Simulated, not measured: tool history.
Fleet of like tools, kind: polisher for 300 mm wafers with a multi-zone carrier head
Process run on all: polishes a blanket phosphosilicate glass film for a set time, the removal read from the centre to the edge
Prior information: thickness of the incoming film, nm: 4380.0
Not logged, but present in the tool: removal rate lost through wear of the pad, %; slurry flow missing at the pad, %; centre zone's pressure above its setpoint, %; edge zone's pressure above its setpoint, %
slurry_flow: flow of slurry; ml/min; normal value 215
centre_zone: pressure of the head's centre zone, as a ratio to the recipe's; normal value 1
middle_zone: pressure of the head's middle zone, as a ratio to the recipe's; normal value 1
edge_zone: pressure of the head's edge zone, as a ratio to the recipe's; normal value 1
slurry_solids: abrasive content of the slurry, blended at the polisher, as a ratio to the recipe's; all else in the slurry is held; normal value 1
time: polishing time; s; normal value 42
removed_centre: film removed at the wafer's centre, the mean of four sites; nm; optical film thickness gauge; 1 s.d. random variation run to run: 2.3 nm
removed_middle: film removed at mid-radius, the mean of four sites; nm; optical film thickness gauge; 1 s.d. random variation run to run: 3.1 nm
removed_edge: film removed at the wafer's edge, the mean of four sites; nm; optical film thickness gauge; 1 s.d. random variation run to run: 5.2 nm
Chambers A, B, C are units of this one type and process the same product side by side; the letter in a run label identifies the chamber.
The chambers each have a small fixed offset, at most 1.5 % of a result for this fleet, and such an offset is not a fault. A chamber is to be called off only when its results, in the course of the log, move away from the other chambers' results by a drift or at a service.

run	day	slurry_flow	centre_zone	middle_zone	edge_zone	slurry_solids	time	wafers polished on this pad	hours since the slurry nozzle was cleaned	hours since the centre zone pressure was calibrated	hours since the edge zone pressure was calibrated	removed_centre	removed_middle	removed_edge
1C	0.438	215	1	1	1	1	42	464	51.3	555.2	446.8	362.25	359.39	368.33
2A	0.992	215	1	1	1	1	42	774	55.8	475.2	141.8	359.91	360.3	366.78
# day 1.017: chamber B: worn pad replaced by a new one
# day 1.362: chamber B: slurry nozzle cleaned
3B	1.383	215	1	1	1	1	42	160	0.5	260.6	658.1	364.19	367.12	360.83
# day 1.612: chamber A: worn pad replaced by a new one
4C	1.721	215	1	1	1	1	42	1021	82.1	586	477.6	365.2	362.3	368.96
# day 1.917: chamber C: worn pad replaced by a new one
5A	2.058	215	1	1.08	1	1	42	194	81.4	500.8	167.4	364.31	391.59	365.98
6B	2.458	215	1	1.08	1	1	42	627	26.3	286.4	683.9	361.11	399.43	371.08
7B	2.975	215	1	1.08	1	1	42	851	38.7	298.8	696.3	356.45	398.81	366.68
# day 3.171: chamber B: worn pad replaced by a new one
8C	3.408	215	1	1	1	1	42	648	122.6	626.5	518.1	364.39	365.35	362.95
9A	3.75	215	1	1	1	1	42	929	122	541.4	208	359.34	366.25	370.9
# day 3.846: chamber A: worn pad replaced by a new one
# day 3.946: chamber C: worn pad replaced by a new one
10A	4.212	215	1	1	1	1	42	160	133.1	552.5	219.1	358.94	363.81	359.77
11C	4.708	165	1	1	1	1	32	332	153.8	657.7	549.3	267.36	264.99	271.65
12B	5.104	165	1	1	1	1	32	839	89.8	349.9	747.4	262.38	264.84	265.4
13B	5.5	165	1	1	1	1	32	1011	99.3	359.4	756.9	262.51	268.27	266.07
# day 5.504: chamber B: worn pad replaced by a new one
14A	5.833	215	1	1	1	1	42	863	172	591.4	258	355.62	368.1	363.29
# day 6.092: chamber A: worn pad replaced by a new one
15C	6.196	215	1	1	1	1	42	978	189.5	693.4	585	362.21	360	358.92
# day 6.275: chamber C: worn pad replaced by a new one
16A	6.529	215	1	1	1	1	42	190	188.7	608.1	274.7	361.3	364.62	360.7
17B	6.833	215	1	1	1	1	42	578	131.3	391.4	788.9	360.78	363.84	367.22
18C	7.371	215	1	1	1	1	42	477	217.7	721.6	613.2	367.97	360.8	366.98
# day 7.454: chamber B: worn pad replaced by a new one
19B	7.729	215	1.04	1	1	1	42	121	152.8	412.9	810.4	372.92	366.7	363.02
# day 7.95: chamber A: worn pad replaced by a new one
20A	8.296	215	1.04	1	1	1	42	151	231.1	650.5	317.1	376.42	363.75	360.49
21C	8.588	215	1.04	1	1	1	42	1005	246.9	750.8	642.4	383.49	366.55	362.5
# day 8.862: chamber C: worn pad replaced by a new one
22A	8.925	215	1	1	1	1	42	424	246.2	665.6	332.2	358.92	367.65	369.84
23B	9.383	215	1	1	1.11	1	42	839	192.5	452.6	850.1	359.32	367.2	382.9
# day 9.471: chamber B: worn pad replaced by a new one
24C	9.879	215	1	1	1.11	1	42	441	277.9	781.8	673.4	361.95	368.17	385.87
25C	10.212	215	1	1	1.11	1	42	586	285.9	789.8	681.4	364.68	364.69	388.01
26B	10.683	215	1	1	1	1.2	42	527	223.7	483.8	881.3	386.85	397.9	384.23

For the next run the whole fleet of 3 chambers uses the same settings. Give each chamber's results:
27A	11.104	215	1	1	1	1	42					?	?	?
27B	11.104	215	1	1	1	1	42					?	?	?
27C	11.104	215	1	1	1	1	42					?	?	?

run	removed_centre	removed_middle	removed_edge
27A	362.57	368.26	358.25
27B	359.75	360.89	363.04
27C	364.35	366.92	356.07
